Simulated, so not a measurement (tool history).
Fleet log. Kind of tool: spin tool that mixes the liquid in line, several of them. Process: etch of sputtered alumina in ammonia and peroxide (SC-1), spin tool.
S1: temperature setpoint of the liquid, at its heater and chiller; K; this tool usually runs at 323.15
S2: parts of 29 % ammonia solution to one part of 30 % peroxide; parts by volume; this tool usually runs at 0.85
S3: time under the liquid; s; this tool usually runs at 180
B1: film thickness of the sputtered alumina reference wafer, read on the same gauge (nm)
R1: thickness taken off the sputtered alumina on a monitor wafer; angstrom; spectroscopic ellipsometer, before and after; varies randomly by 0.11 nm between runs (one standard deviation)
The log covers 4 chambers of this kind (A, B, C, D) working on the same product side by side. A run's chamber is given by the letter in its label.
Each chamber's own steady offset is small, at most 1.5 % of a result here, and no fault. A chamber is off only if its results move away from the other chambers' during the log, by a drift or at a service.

run	hour	S1	S2	S3	B1	R1
1D	10.8	323.15	0.85	180	130	117.65
# hour 14.5: chamber B: new drum of ammonia solution connected
2A	19	323.15	0.85	180	129.98	115.97
3C	26.4	323.15	0.85	180	129.96	116.13
4B	34.9	323.15	0.85	180	129.99	117.85
5C	45.2	323.15	0.85	180	129.99	114.5
6A	53.8	323.15	0.85	180	130.02	115.55
7B	65.8	323.15	0.85	180	130.02	115.65
# hour 69.4: chamber C: new drum of ammonia solution connected
8D	75.6	323.15	0.85	180	130	115.85
9C	81.2	323.15	0.85	180	130.03	115.14
10D	86.7	323.15	0.85	180	130.01	116.9
11A	95.8	323.15	0.85	180	130.02	115.11
12B	107	323.15	0.85	180	129.99	118.22
13B	113.4	323.15	0.85	180	130.01	117.71
14D	120.8	323.15	0.85	180	129.98	116.69
15A	130.1	318.15	0.85	180	129.99	88.659
16C	137.9	318.15	0.85	180	130	86.245
17D	144.2	318.15	0.85	180	129.99	88.218
18B	152.6	318.15	0.85	180	130.02	89.161
19A	163.9	323.15	0.85	180	129.99	116.59
20C	172.1	326.65	0.85	275	130.01	206.96
21D	180.9	326.65	0.85	275	129.99	217.54
22A	186.2	326.65	0.85	275	129.99	213.69
23C	192.9	326.65	0.85	275	130.01	205.64
# hour 201.5: chamber B: new drum of ammonia solution connected
24B	203.9	323.15	0.85	180	130.01	118.25
25D	215.4	323.15	0.85	180	129.99	117.32
26A	226.2	323.15	0.85	180	130.02	115.8
27C	233.2	323.15	1.1	180	129.99	110.66
28B	238.5	323.15	1.1	180	130	118.93
29C	246.2	323.15	1.1	180	130.04	110.44
30B	255.4	323.15	1.1	180	129.98	121.76
31D	261.8	323.15	0.85	180	130.01	116.42
# hour 271: chamber D: new drum of ammonia solution connected
32A	273.2	323.15	0.85	180	129.99	115.7
33D	281.2	323.15	0.85	180	130	117.74
34A	290.5	323.15	0.85	180	130.02	115.05
# hour 294.1: chamber B: ammonia flow meter replaced
35B	296.1	323.15	0.85	180	130.01	118.34
36C	305.3	323.15	0.85	180	130.02	103.85
37C	315.8	323.15	0.85	180	129.98	104.87
38B	327.1	323.15	0.85	180	130.01	116.42
39D	336.7	323.15	0.85	180	130	116.42
40A	342.4	323.15	0.85	180	129.99	114.39
41C	349.5	323.15	0.85	180	130.01	102.92
42A	361.1	323.15	0.85	180	129.99	114.05
43D	367.1	323.15	0.85	180	130	116.35

Does one chamber stand apart from the rest, does the shared gauge drift, or is all well apart from small per-chamber offsets? Give the chamber and the most likely cause, where there is one.

Little by little, chamber C moves away from the other chambers.
Likeliest cause: temperature lost on the way to the wafer (K) = 2.19.
It could be hard to tell apart here from: liquid colder than its thermometer reads (K).

Chamber C could run next with any of the 4 candidate recipes listed below; each alters the usual settings, and their results appear as question marks. Which one brings its results back in line with what the other chambers deliver on the usual settings?
In-line tolerance around the mean of the other chambers on the usual settings: R1 3.8 angstrom
44C-1	375.7	325.65	0.85	180		?
44C-2	375.7	322.15	0.85	165		?
44C-3	375.7	321.15	0.85	160		?
44C-4	375.7	325.15	0.85	205		?

Usual-settings mean across the other chambers: R1 117.07 angstrom
run	R1
44C-1	116.83
44C-2	88.425
44C-3	81.136
44C-4	129.52
44C-1 puts the chamber back in line with the other chambers.
